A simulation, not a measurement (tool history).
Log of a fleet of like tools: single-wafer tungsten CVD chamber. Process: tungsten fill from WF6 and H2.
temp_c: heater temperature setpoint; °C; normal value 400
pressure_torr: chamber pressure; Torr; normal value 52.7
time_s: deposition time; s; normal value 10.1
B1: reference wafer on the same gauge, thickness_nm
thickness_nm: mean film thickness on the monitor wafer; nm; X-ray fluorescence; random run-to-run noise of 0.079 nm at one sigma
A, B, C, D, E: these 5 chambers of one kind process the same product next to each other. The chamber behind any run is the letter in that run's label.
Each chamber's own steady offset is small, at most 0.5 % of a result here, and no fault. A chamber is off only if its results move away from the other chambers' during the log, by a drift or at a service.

{"run": "1B", "day": 0.158, "temp_c": 400, "pressure_torr": 52.7, "time_s": 10.1, "B1": 36.626, "thickness_nm": 38.001}
{"run": "2D", "day": 0.329, "temp_c": 400, "pressure_torr": 52.7, "time_s": 10.1, "B1": 36.603, "thickness_nm": 37.98}
{"run": "3E", "day": 0.483, "temp_c": 400, "pressure_torr": 52.7, "time_s": 10.1, "B1": 36.594, "thickness_nm": 37.838}
{"run": "4C", "day": 0.662, "temp_c": 400, "pressure_torr": 52.7, "time_s": 10.1, "B1": 36.599, "thickness_nm": 38.128}
{"run": "5A", "day": 0.896, "temp_c": 400, "pressure_torr": 52.7, "time_s": 10.1, "B1": 36.617, "thickness_nm": 37.921}
{"run": "6E", "day": 1.071, "temp_c": 400, "pressure_torr": 42.7, "time_s": 8.7, "B1": 36.601, "thickness_nm": 29.642}
{"run": "7C", "day": 1.3, "temp_c": 400, "pressure_torr": 42.7, "time_s": 8.7, "B1": 36.603, "thickness_nm": 29.706}
{"run": "8A", "day": 1.483, "temp_c": 400, "pressure_torr": 42.7, "time_s": 8.7, "B1": 36.613, "thickness_nm": 29.478}
{"run": "9D", "day": 1.675, "temp_c": 400, "pressure_torr": 42.7, "time_s": 8.7, "B1": 36.593, "thickness_nm": 29.707}
{"run": "10B", "day": 1.812, "temp_c": 400, "pressure_torr": 42.7, "time_s": 8.7, "B1": 36.603, "thickness_nm": 29.811}
{"run": "11E", "day": 1.988, "temp_c": 400, "pressure_torr": 52.7, "time_s": 10.1, "B1": 36.584, "thickness_nm": 37.903}
{"run": "12B", "day": 2.146, "temp_c": 400, "pressure_torr": 52.7, "time_s": 10.1, "B1": 36.603, "thickness_nm": 38.204}
{"run": "13D", "day": 2.35, "temp_c": 391, "pressure_torr": 40.1, "time_s": 10.1, "B1": 36.604, "thickness_nm": 28.281}
{"run": "14C", "day": 2.492, "temp_c": 391, "pressure_torr": 40.1, "time_s": 10.1, "B1": 36.618, "thickness_nm": 28.365}
{"run": "15A", "day": 2.683, "temp_c": 391, "pressure_torr": 40.1, "time_s": 10.1, "B1": 36.615, "thickness_nm": 28.107}
{"run": "16A", "day": 2.879, "temp_c": 391, "pressure_torr": 40.1, "time_s": 10.1, "B1": 36.606, "thickness_nm": 28.08}
{"day": 3.083, "done": "chamber C: thermocouple changed; heater temperature recalibrated"}
{"run": "17E", "day": 3.117, "temp_c": 391, "pressure_torr": 40.1, "time_s": 10.1, "B1": 36.585, "thickness_nm": 28.198}
{"run": "18C", "day": 3.229, "temp_c": 400, "pressure_torr": 52.7, "time_s": 10.1, "B1": 36.598, "thickness_nm": 39.105}
{"run": "19B", "day": 3.412, "temp_c": 400, "pressure_torr": 52.7, "time_s": 10.1, "B1": 36.612, "thickness_nm": 37.953}
{"run": "20D", "day": 3.654, "temp_c": 400, "pressure_torr": 52.7, "time_s": 10.1, "B1": 36.571, "thickness_nm": 37.679}
{"run": "21E", "day": 3.804, "temp_c": 407, "pressure_torr": 41.3, "time_s": 10.1, "B1": 36.591, "thickness_nm": 38.417}
{"run": "22A", "day": 3.946, "temp_c": 407, "pressure_torr": 41.3, "time_s": 10.1, "B1": 36.602, "thickness_nm": 38.32}
{"run": "23C", "day": 4.117, "temp_c": 407, "pressure_torr": 41.3, "time_s": 10.1, "B1": 36.597, "thickness_nm": 39.373}
{"run": "24B", "day": 4.362, "temp_c": 407, "pressure_torr": 41.3, "time_s": 10.1, "B1": 36.604, "thickness_nm": 38.623}
{"run": "25D", "day": 4.567, "temp_c": 407, "pressure_torr": 41.3, "time_s": 10.1, "B1": 36.586, "thickness_nm": 38.435}
{"run": "26E", "day": 4.779, "temp_c": 400, "pressure_torr": 52.7, "time_s": 10.1, "B1": 36.609, "thickness_nm": 37.835}
{"run": "27C", "day": 4.946, "temp_c": 400, "pressure_torr": 52.7, "time_s": 10.1, "B1": 36.595, "thickness_nm": 39.062}
{"run": "28B", "day": 5.179, "temp_c": 400, "pressure_torr": 52.7, "time_s": 10.1, "B1": 36.615, "thickness_nm": 38.183}
{"run": "29A", "day": 5.417, "temp_c": 400, "pressure_torr": 52.7, "time_s": 10.1, "B1": 36.612, "thickness_nm": 38.006}
{"run": "30D", "day": 5.588, "temp_c": 400, "pressure_torr": 52.7, "time_s": 10.1, "B1": 36.591, "thickness_nm": 37.919}
{"run": "31D", "day": 5.829, "temp_c": 400, "pressure_torr": 52.7, "time_s": 10.1, "B1": 36.609, "thickness_nm": 37.869}
{"run": "32A", "day": 5.975, "temp_c": 400, "pressure_torr": 52.7, "time_s": 10.1, "B1": 36.605, "thickness_nm": 37.901}
{"run": "33E", "day": 6.1, "temp_c": 400, "pressure_torr": 52.7, "time_s": 10.1, "B1": 36.6, "thickness_nm": 37.7}
{"run": "34B", "day": 6.258, "temp_c": 400, "pressure_torr": 52.7, "time_s": 10.1, "B1": 36.599, "thickness_nm": 38.228}
{"run": "35C", "day": 6.433, "temp_c": 400, "pressure_torr": 52.7, "time_s": 10.1, "B1": 36.609, "thickness_nm": 38.788}
{"run": "36C", "day": 6.546, "temp_c": 400, "pressure_torr": 52.7, "time_s": 10.1, "B1": 36.599, "thickness_nm": 38.971}
{"run": "37A", "day": 6.746, "temp_c": 400, "pressure_torr": 52.7, "time_s": 10.1, "B1": 36.589, "thickness_nm": 37.963}
{"run": "38D", "day": 6.888, "temp_c": 400, "pressure_torr": 52.7, "time_s": 10.1, "B1": 36.602, "thickness_nm": 37.979}
{"run": "39B", "day": 7.092, "temp_c": 400, "pressure_torr": 52.7, "time_s": 10.1, "B1": 36.592, "thickness_nm": 38.115}

Next, all 5 chambers run the settings below, one line each with question marks for the results. What does each chamber give?
{"run": "40A", "day": 7.271, "temp_c": 400, "pressure_torr": 45.8, "time_s": 10.1, "thickness_nm": "?"}
{"run": "40B", "day": 7.271, "temp_c": 400, "pressure_torr": 45.8, "time_s": 10.1, "thickness_nm": "?"}
{"run": "40C", "day": 7.271, "temp_c": 400, "pressure_torr": 45.8, "time_s": 10.1, "thickness_nm": "?"}
{"run": "40D", "day": 7.271, "temp_c": 400, "pressure_torr": 45.8, "time_s": 10.1, "thickness_nm": "?"}
{"run": "40E", "day": 7.271, "temp_c": 400, "pressure_torr": 45.8, "time_s": 10.1, "thickness_nm": "?"}

run=40A thickness_nm=35.493
run=40B thickness_nm=35.753
run=40C thickness_nm=36.456
run=40D thickness_nm=35.648
run=40E thickness_nm=35.47
